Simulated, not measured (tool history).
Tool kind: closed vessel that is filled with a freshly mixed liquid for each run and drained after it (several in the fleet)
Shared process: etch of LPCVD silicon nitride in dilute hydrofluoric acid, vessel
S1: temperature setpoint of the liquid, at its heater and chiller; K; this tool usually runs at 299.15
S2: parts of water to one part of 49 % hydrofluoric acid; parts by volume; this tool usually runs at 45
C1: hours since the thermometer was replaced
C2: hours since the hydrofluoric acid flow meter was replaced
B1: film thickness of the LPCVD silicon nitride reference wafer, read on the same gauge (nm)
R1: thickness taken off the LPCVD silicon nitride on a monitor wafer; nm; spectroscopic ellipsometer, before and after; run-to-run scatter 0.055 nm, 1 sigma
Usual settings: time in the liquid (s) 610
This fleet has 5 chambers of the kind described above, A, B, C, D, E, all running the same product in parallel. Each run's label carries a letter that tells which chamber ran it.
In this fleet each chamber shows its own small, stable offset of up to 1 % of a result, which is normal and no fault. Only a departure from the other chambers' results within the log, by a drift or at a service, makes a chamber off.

{"run": "1D", "hour": 4.6, "S1": 299.15, "S2": 45, "time in the liquid (s)": 610, "C1": 1551.6, "C2": 54.8, "B1": 79.979, "R1": 8.2802}
{"run": "2C", "hour": 10.6, "S1": 299.15, "S2": 45, "time in the liquid (s)": 610, "C1": 1423.4, "C2": 660.4, "B1": 79.92, "R1": 8.2766}
{"run": "3E", "hour": 18.3, "S1": 299.15, "S2": 45, "time in the liquid (s)": 610, "C1": 1132.3, "C2": 46.5, "B1": 80.017, "R1": 8.3336}
{"run": "4B", "hour": 24.3, "S1": 299.15, "S2": 45, "time in the liquid (s)": 610, "C1": 785.8, "C2": 1125.3, "B1": 80.026, "R1": 8.2795}
{"run": "5A", "hour": 30.2, "S1": 299.15, "S2": 45, "time in the liquid (s)": 610, "C1": 1118.8, "C2": 1068.5, "B1": 80.002, "R1": 8.2802}
{"run": "6A", "hour": 36.7, "S1": 302.15, "S2": 65, "time in the liquid (s)": 610, "C1": 1125.3, "C2": 1075, "B1": 80.014, "R1": 6.9636}
{"run": "7E", "hour": 44.5, "S1": 302.15, "S2": 65, "time in the liquid (s)": 610, "C1": 1158.5, "C2": 72.7, "B1": 79.992, "R1": 6.9763}
{"run": "8B", "hour": 48.1, "S1": 302.15, "S2": 65, "time in the liquid (s)": 610, "C1": 809.6, "C2": 1149.1, "B1": 79.988, "R1": 7.1078}
{"hour": 51.9, "done": "chamber D: thermometer replaced"}
{"run": "9D", "hour": 53.3, "S1": 302.15, "S2": 65, "time in the liquid (s)": 610, "C1": 1.4, "C2": 103.5, "B1": 79.982, "R1": 7.1243}
{"run": "10C", "hour": 58.5, "S1": 302.15, "S2": 65, "time in the liquid (s)": 610, "C1": 1471.3, "C2": 708.3, "B1": 79.994, "R1": 6.9855}
{"run": "11B", "hour": 64.1, "S1": 297.15, "S2": 30, "time in the liquid (s)": 610, "C1": 825.6, "C2": 1165.1, "B1": 79.964, "R1": 10.785}
{"run": "12E", "hour": 72.2, "S1": 297.15, "S2": 30, "time in the liquid (s)": 610, "C1": 1186.2, "C2": 100.4, "B1": 79.97, "R1": 11.004}
{"run": "13D", "hour": 78.5, "S1": 297.15, "S2": 30, "time in the liquid (s)": 610, "C1": 26.6, "C2": 128.7, "B1": 79.977, "R1": 10.722}
{"run": "14A", "hour": 85.3, "S1": 297.15, "S2": 30, "time in the liquid (s)": 610, "C1": 1173.9, "C2": 1123.6, "B1": 80.013, "R1": 10.633}
{"hour": 85.4, "done": "chamber E: thermometer replaced"}
{"run": "15C", "hour": 92.2, "S1": 297.15, "S2": 30, "time in the liquid (s)": 610, "C1": 1505, "C2": 742, "B1": 80.004, "R1": 10.98}
{"run": "16C", "hour": 100.0, "S1": 299.15, "S2": 45, "time in the liquid (s)": 610, "C1": 1512.8, "C2": 749.8, "B1": 79.978, "R1": 8.3559}
{"run": "17D", "hour": 105.8, "S1": 299.15, "S2": 45, "time in the liquid (s)": 610, "C1": 53.9, "C2": 156, "B1": 80.018, "R1": 8.3189}
{"run": "18A", "hour": 110.7, "S1": 299.15, "S2": 45, "time in the liquid (s)": 610, "C1": 1199.3, "C2": 1149, "B1": 80.016, "R1": 8.1308}
{"run": "19B", "hour": 115.8, "S1": 299.15, "S2": 45, "time in the liquid (s)": 610, "C1": 877.3, "C2": 1216.8, "B1": 80.006, "R1": 8.3056}
{"run": "20E", "hour": 123.4, "S1": 299.15, "S2": 45, "time in the liquid (s)": 610, "C1": 38, "C2": 151.6, "B1": 80.011, "R1": 8.31}
{"run": "21D", "hour": 129.1, "S1": 299.15, "S2": 45, "time in the liquid (s)": 610, "C1": 77.2, "C2": 179.3, "B1": 79.982, "R1": 8.3421}
{"run": "22C", "hour": 135.0, "S1": 299.15, "S2": 50, "time in the liquid (s)": 610, "C1": 1547.8, "C2": 784.8, "B1": 79.969, "R1": 7.5103}
{"run": "23E", "hour": 141.6, "S1": 299.15, "S2": 50, "time in the liquid (s)": 610, "C1": 56.2, "C2": 169.8, "B1": 80.011, "R1": 7.578}
{"hour": 141.8, "done": "chamber A: hydrofluoric acid flow meter replaced"}
{"run": "24B", "hour": 148.5, "S1": 299.15, "S2": 50, "time in the liquid (s)": 610, "C1": 910, "C2": 1249.5, "B1": 80.011, "R1": 7.577}
{"run": "25A", "hour": 154.7, "S1": 299.15, "S2": 50, "time in the liquid (s)": 610, "C1": 1243.3, "C2": 13, "B1": 80.011, "R1": 7.239}
{"run": "26D", "hour": 159.1, "S1": 299.15, "S2": 50, "time in the liquid (s)": 610, "C1": 107.2, "C2": 209.3, "B1": 80.022, "R1": 7.6154}
{"run": "27B", "hour": 164.1, "S1": 299.15, "S2": 45, "time in the liquid (s)": 610, "C1": 925.6, "C2": 1265.1, "B1": 79.99, "R1": 8.2832}
{"run": "28E", "hour": 169.9, "S1": 299.15, "S2": 45, "time in the liquid (s)": 610, "C1": 84.5, "C2": 198.1, "B1": 80.028, "R1": 8.3892}
{"run": "29A", "hour": 176.6, "S1": 299.15, "S2": 45, "time in the liquid (s)": 610, "C1": 1265.2, "C2": 34.9, "B1": 79.932, "R1": 8.047}
{"run": "30C", "hour": 182.9, "S1": 299.15, "S2": 45, "time in the liquid (s)": 610, "C1": 1595.7, "C2": 832.7, "B1": 80.022, "R1": 8.2867}
{"run": "31A", "hour": 189.2, "S1": 299.15, "S2": 45, "time in the liquid (s)": 610, "C1": 1277.8, "C2": 47.5, "B1": 80.017, "R1": 8.0444}
{"run": "32B", "hour": 193.3, "S1": 299.15, "S2": 45, "time in the liquid (s)": 610, "C1": 954.8, "C2": 1294.3, "B1": 79.969, "R1": 8.3721}

Has any chamber moved away from the others, gradually or after a service, or does the common gauge drift, or do the chambers differ only by their own small steady offsets? State the chamber and the most likely cause if one applies.

It is chamber A that slowly wanders off from its peers.
Most likely cause: liquid colder than its thermometer reads (K) = 0.605.

Here are 4 candidates for chamber A's next run, each the usual settings with a change, their results left as question marks. Which one brings its results back in line with what the others give on the usual settings?
In line means no further than this from the other chambers' mean on the usual settings: R1 0.19 nm
{"run": "33A-1", "hour": 199.2, "S1": 299.15, "S2": 45, "time in the liquid (s)": 635, "R1": "?"}
{"run": "33A-2", "hour": 199.2, "S1": 298.65, "S2": 45, "time in the liquid (s)": 575, "R1": "?"}
{"run": "33A-3", "hour": 199.2, "S1": 299.15, "S2": 45, "time in the liquid (s)": 585, "R1": "?"}
{"run": "33A-4", "hour": 199.2, "S1": 299.15, "S2": 45, "time in the liquid (s)": 660, "R1": "?"}

Average result of the remaining chambers running the usual settings: R1 8.3409 nm
run=33A-1 R1=8.2869
run=33A-2 R1=7.2565
run=33A-3 R1=7.6344
run=33A-4 R1=8.6131
It is 33A-1 that realigns the chamber with its peers.

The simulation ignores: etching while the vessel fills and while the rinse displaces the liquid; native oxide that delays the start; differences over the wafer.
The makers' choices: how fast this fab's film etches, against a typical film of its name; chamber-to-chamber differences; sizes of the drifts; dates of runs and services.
